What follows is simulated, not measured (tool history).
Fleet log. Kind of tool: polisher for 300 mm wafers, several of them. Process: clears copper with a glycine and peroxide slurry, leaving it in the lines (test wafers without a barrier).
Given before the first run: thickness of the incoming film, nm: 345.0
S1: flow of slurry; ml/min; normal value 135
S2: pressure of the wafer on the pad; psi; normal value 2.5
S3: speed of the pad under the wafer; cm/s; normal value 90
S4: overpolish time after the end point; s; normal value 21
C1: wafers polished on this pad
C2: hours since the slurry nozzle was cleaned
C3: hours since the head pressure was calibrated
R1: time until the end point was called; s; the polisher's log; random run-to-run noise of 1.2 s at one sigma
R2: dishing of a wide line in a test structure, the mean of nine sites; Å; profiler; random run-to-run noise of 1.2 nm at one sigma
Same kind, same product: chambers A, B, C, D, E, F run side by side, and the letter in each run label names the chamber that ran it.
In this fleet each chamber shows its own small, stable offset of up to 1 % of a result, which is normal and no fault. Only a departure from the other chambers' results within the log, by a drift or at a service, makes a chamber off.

run 1D hour=5.5 | S1=135 S2=2.5 S3=90 S4=21 | C1=682 C2=15.5 C3=825.8 | R1=69.196 R2=614.41
run 2B hour=9.7 | S1=135 S2=2.5 S3=90 S4=21 | C1=429 C2=112.9 C3=280.9 | R1=69.872 R2=643.10
-- hour=11.3 chamber D: head pressure recalibrated
run 3C hour=14.1 | S1=135 S2=2.5 S3=90 S4=21 | C1=338 C2=84.6 C3=426.8 | R1=70.855 R2=623.16
run 4E hour=17.2 | S1=135 S2=2.5 S3=90 S4=21 | C1=323 C2=67.6 C3=363.9 | R1=70.323 R2=631.10
run 5F hour=22.2 | S1=135 S2=2.5 S3=90 S4=21 | C1=869 C2=178.3 C3=739.5 | R1=68.094 R2=635.59
run 6A hour=25.7 | S1=135 S2=2.5 S3=90 S4=21 | C1=437 C2=664.7 C3=645.9 | R1=70.281 R2=635.51
-- hour=28.2 chamber B: worn pad replaced by a new one
-- hour=29.4 chamber D: worn pad replaced by a new one
run 7F hour=32.8 | S1=135 S2=2.5 S3=90 S4=21 | C1=1004 C2=188.9 C3=750.1 | R1=69.517 R2=622.91
run 8E hour=38.8 | S1=135 S2=2.5 S3=90 S4=21 | C1=597 C2=89.2 C3=385.5 | R1=67.711 R2=615.57
run 9B hour=43.1 | S1=95 S2=2.5 S3=62 S4=21 | C1=189 C2=146.3 C3=314.3 | R1=103.630 R2=487.59
run 10A hour=46.4 | S1=95 S2=2.5 S3=62 S4=21 | C1=699 C2=685.4 C3=666.6 | R1=100.460 R2=463.59
run 11C hour=51.0 | S1=95 S2=2.5 S3=62 S4=21 | C1=806 C2=121.5 C3=463.7 | R1=100.970 R2=477.69
-- hour=53.1 chamber E: worn pad replaced by a new one
run 12D hour=56.9 | S1=95 S2=2.5 S3=62 S4=21 | C1=349 C2=66.9 C3=45.7 | R1=102.620 R2=480.12
run 13B hour=62.4 | S1=95 S2=2.5 S3=62 S4=21 | C1=433 C2=165.6 C3=333.6 | R1=99.204 R2=465.65
-- hour=64.4 chamber F: worn pad replaced by a new one
run 14A hour=68.2 | S1=95 S2=2.5 S3=62 S4=21 | C1=976 C2=707.2 C3=688.4 | R1=103.190 R2=467.93
-- hour=68.8 chamber A: worn pad replaced by a new one
run 15D hour=74.2 | S1=135 S2=2.5 S3=90 S4=21 | C1=568 C2=84.2 C3=63.0 | R1=68.547 R2=646.72
-- hour=74.7 chamber B: worn pad replaced by a new one
run 16E hour=81.2 | S1=135 S2=2.5 S3=90 S4=21 | C1=357 C2=131.6 C3=427.9 | R1=72.353 R2=629.69
run 17F hour=86.1 | S1=135 S2=2.5 S3=90 S4=21 | C1=276 C2=242.2 C3=803.4 | R1=68.183 R2=635.32
run 18C hour=89.9 | S1=135 S2=2.5 S3=90 S4=21 | C1=1299 C2=160.4 C3=502.6 | R1=69.749 R2=629.97
-- hour=94.8 chamber D: worn pad replaced by a new one
run 19C hour=95.8 | S1=135 S2=2.5 S3=90 S4=16 | C1=1374 C2=166.3 C3=508.5 | R1=69.624 R2=512.16
-- hour=97.2 chamber C: worn pad replaced by a new one
run 20A hour=102.0 | S1=135 S2=2.5 S3=90 S4=16 | C1=421 C2=741.0 C3=722.2 | R1=71.363 R2=496.46
-- hour=106.0 chamber F: head pressure recalibrated
-- hour=106.8 chamber E: worn pad replaced by a new one
run 21B hour=109.1 | S1=135 S2=2.5 S3=90 S4=16 | C1=436 C2=212.3 C3=380.3 | R1=68.894 R2=488.62
run 22D hour=114.3 | S1=135 S2=2.5 S3=90 S4=16 | C1=247 C2=124.3 C3=103.1 | R1=71.336 R2=515.36
run 23E hour=120.9 | S1=135 S2=2.5 S3=90 S4=16 | C1=179 C2=171.3 C3=467.6 | R1=72.310 R2=497.24
run 24F hour=124.9 | S1=135 S2=2.5 S3=90 S4=16 | C1=767 C2=281.0 C3=19.0 | R1=71.741 R2=501.19
run 25C hour=128.0 | S1=135 S2=2.5 S3=90 S4=21 | C1=390 C2=198.5 C3=540.7 | R1=68.833 R2=633.51
run 26A hour=133.8 | S1=160 S2=2.5 S3=90 S4=21 | C1=824 C2=772.8 C3=754.0 | R1=66.987 R2=630.03
-- hour=134.9 chamber B: worn pad replaced by a new one
run 27B hour=138.0 | S1=160 S2=2.5 S3=90 S4=21 | C1=40 C2=241.2 C3=409.2 | R1=68.666 R2=625.36
run 28F hour=141.6 | S1=160 S2=2.5 S3=90 S4=21 | C1=979 C2=297.7 C3=35.7 | R1=67.736 R2=623.63
-- hour=146.0 chamber C: slurry nozzle cleaned
run 29D hour=147.0 | S1=160 S2=2.5 S3=90 S4=21 | C1=661 C2=157.0 C3=135.8 | R1=67.344 R2=638.35
run 30E hour=151.2 | S1=160 S2=2.5 S3=90 S4=21 | C1=563 C2=201.6 C3=497.9 | R1=68.768 R2=619.55
run 31B hour=154.8 | S1=160 S2=2.5 S3=90 S4=21 | C1=252 C2=258.0 C3=426.0 | R1=68.987 R2=643.99
-- hour=161.6 chamber D: worn pad replaced by a new one
run 32E hour=161.9 | S1=135 S2=2.5 S3=90 S4=21 | C1=699 C2=212.3 C3=508.6 | R1=69.471 R2=619.65
-- hour=162.8 chamber E: slurry nozzle cleaned
-- hour=162.9 chamber A: worn pad replaced by a new one
run 33A hour=165.4 | S1=135 S2=2.5 S3=90 S4=21 | C1=32 C2=804.4 C3=785.6 | R1=70.340 R2=597.25
-- hour=165.5 chamber E: worn pad replaced by a new one
run 34C hour=170.7 | S1=135 S2=2.5 S3=90 S4=21 | C1=932 C2=24.7 C3=583.4 | R1=71.152 R2=636.24
-- hour=172.1 chamber F: worn pad replaced by a new one
run 35D hour=176.3 | S1=135 S2=2.5 S3=90 S4=21 | C1=186 C2=186.3 C3=165.1 | R1=70.608 R2=632.44
run 36F hour=179.9 | S1=135 S2=2.5 S3=64 S4=21 | C1=99 C2=336.0 C3=74.0 | R1=89.147 R2=499.22
run 37C hour=186.4 | S1=135 S2=2.5 S3=64 S4=21 | C1=1131 C2=40.4 C3=599.1 | R1=89.131 R2=527.32
run 38F hour=191.8 | S1=135 S2=2.5 S3=64 S4=21 | C1=250 C2=347.9 C3=85.9 | R1=91.326 R2=539.93
-- hour=195.4 chamber B: worn pad replaced by a new one
run 39E hour=198.4 | S1=135 S2=2.5 S3=64 S4=21 | C1=417 C2=35.6 C3=545.1 | R1=89.460 R2=530.37
run 40B hour=202.1 | S1=135 S2=2.5 S3=64 S4=21 | C1=85 C2=305.3 C3=473.3 | R1=90.427 R2=531.41
run 41D hour=207.0 | S1=135 S2=2.5 S3=64 S4=21 | C1=575 C2=217.0 C3=195.8 | R1=90.585 R2=510.07
run 42A hour=211.7 | S1=135 S2=2.5 S3=90 S4=21 | C1=619 C2=850.7 C3=831.9 | R1=69.613 R2=620.52

Is one chamber out of step, is the gauge drifting, or do the chambers differ by no more than their own small offsets? For an off chamber, give its letter and the likeliest cause.

Nothing is wrong: each chamber keeps only its own small, steady offset and the gauge holds still.

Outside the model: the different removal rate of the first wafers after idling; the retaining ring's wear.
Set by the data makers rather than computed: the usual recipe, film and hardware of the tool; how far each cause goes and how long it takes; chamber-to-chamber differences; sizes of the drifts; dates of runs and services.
